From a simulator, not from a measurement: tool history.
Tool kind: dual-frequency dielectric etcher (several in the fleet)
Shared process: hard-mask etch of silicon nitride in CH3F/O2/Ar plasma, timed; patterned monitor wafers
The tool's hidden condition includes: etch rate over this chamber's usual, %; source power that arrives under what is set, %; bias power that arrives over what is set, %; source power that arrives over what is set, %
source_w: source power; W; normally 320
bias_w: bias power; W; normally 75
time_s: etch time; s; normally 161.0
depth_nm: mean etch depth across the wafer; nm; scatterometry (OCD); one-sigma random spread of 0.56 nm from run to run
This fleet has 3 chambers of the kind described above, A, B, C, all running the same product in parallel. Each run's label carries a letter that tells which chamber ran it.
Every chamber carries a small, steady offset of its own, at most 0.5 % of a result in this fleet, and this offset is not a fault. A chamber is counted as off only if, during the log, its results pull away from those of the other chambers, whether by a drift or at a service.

run,hour,source_w,bias_w,time_s,hours since the last wet clean,hours since the last source power generator calibration,hours since the last bias power generator calibration,"read-back reference wafer on the same gauge, depth_nm",depth_nm
1C,7.3,320,75,161.0,379.8,2896.7,1562.4,116.10,106.400
2B,13.5,320,75,161.0,78.9,1195.5,4190.7,116.10,104.820
3A,23.0,320,75,161.0,321.9,593.0,824.3,116.05,104.280
4A,30.6,320,75,161.0,329.5,600.6,831.9,116.13,104.350
# hour 31.5: chamber B: bias power generator calibrated
# hour 40.1: chamber C: wet clean of the chamber
5B,42.7,320,75,161.0,108.1,1224.7,11.2,115.97,104.260
6C,55.1,320,75,161.0,15.1,2944.5,1610.2,115.92,105.590
7C,66.9,320,75,161.0,26.9,2956.3,1622.0,115.90,105.540
8B,77.7,320,61,131.0,143.1,1259.7,46.2,115.93,79.158
9A,86.8,320,61,131.0,385.7,656.8,888.1,115.98,79.874
10B,98.7,320,61,131.0,164.1,1280.7,67.2,115.97,78.806
11A,106.7,320,75,161.0,405.6,676.7,908.0,116.06,104.290
12C,115.5,320,75,161.0,75.5,3004.9,1670.6,115.96,105.190
13B,126.6,320,75,161.0,192.0,1308.6,95.1,115.98,103.580
14A,135.3,320,75,161.0,434.2,705.3,936.6,116.03,105.500
15C,143.1,320,75,131.5,103.1,3032.5,1698.2,116.03,86.470
16B,153.9,320,75,131.5,219.3,1335.9,122.4,116.05,85.749
# hour 161.1: chamber A: wet clean of the chamber
17A,161.5,320,75,131.5,0.5,731.5,962.8,115.95,89.092
18C,168.7,320,75,161.0,128.7,3058.1,1723.8,116.03,105.860
19B,178.4,320,75,161.0,243.8,1360.4,146.9,115.92,104.850
20C,187.5,320,75,161.0,147.5,3076.9,1742.6,115.96,104.930
21A,193.2,320,75,161.0,32.2,763.2,994.5,115.99,108.650
22C,200.7,320,75,161.0,160.7,3090.1,1755.8,116.00,105.120
23B,211.6,320,75,184.0,277.0,1393.6,180.1,115.92,120.310
24A,221.3,320,75,184.0,60.3,791.3,1022.6,115.98,125.230
25A,228.5,320,75,184.0,67.5,798.5,1029.8,115.97,124.760
26C,234.9,320,75,178.5,194.9,3124.3,1790.0,116.01,116.950
27B,243.6,320,75,178.5,309.0,1425.6,212.1,116.01,116.000
28C,253.7,320,75,178.5,213.7,3143.1,1808.8,116.08,118.100
29B,259.1,320,60,161.0,324.5,1441.1,227.6,116.03,97.440
30A,267.3,320,60,161.0,106.3,837.3,1068.6,116.01,100.940
31B,277.5,320,60,161.0,342.9,1459.5,246.0,116.14,96.621
32A,288.3,320,75,161.0,127.3,858.3,1089.6,115.98,109.370
33C,297.2,320,75,161.0,257.2,3186.6,1852.3,115.87,105.190
34C,307.4,320,75,161.0,267.4,3196.8,1862.5,116.03,105.350
35B,317.5,320,75,161.0,382.9,1499.5,286.0,116.04,104.390
36A,323.4,320,75,161.0,162.4,893.4,1124.7,116.21,109.330
37A,331.1,320,75,161.0,170.1,901.1,1132.4,115.99,108.760
38C,339.6,320,75,161.0,299.6,3229.0,1894.7,116.22,105.810
39B,350.9,320,75,161.0,416.3,1532.9,319.4,115.98,103.740
40A,357.0,290,82,161.0,196.0,927.0,1158.3,115.93,108.740
41B,363.1,290,82,161.0,428.5,1545.1,331.6,115.92,103.760
42C,369.6,290,82,161.0,329.6,3259.0,1924.7,115.99,104.670
43C,376.8,320,75,161.0,336.8,3266.2,1931.9,116.04,104.960

All 3 chambers run these settings next. Forecast each chamber's results:
44A,385.7,320,75,161.0,,,,,?
44B,385.7,320,75,161.0,,,,,?
44C,385.7,320,75,161.0,,,,,?

run,depth_nm
44A,108.790
44B,104.260
44C,105.200
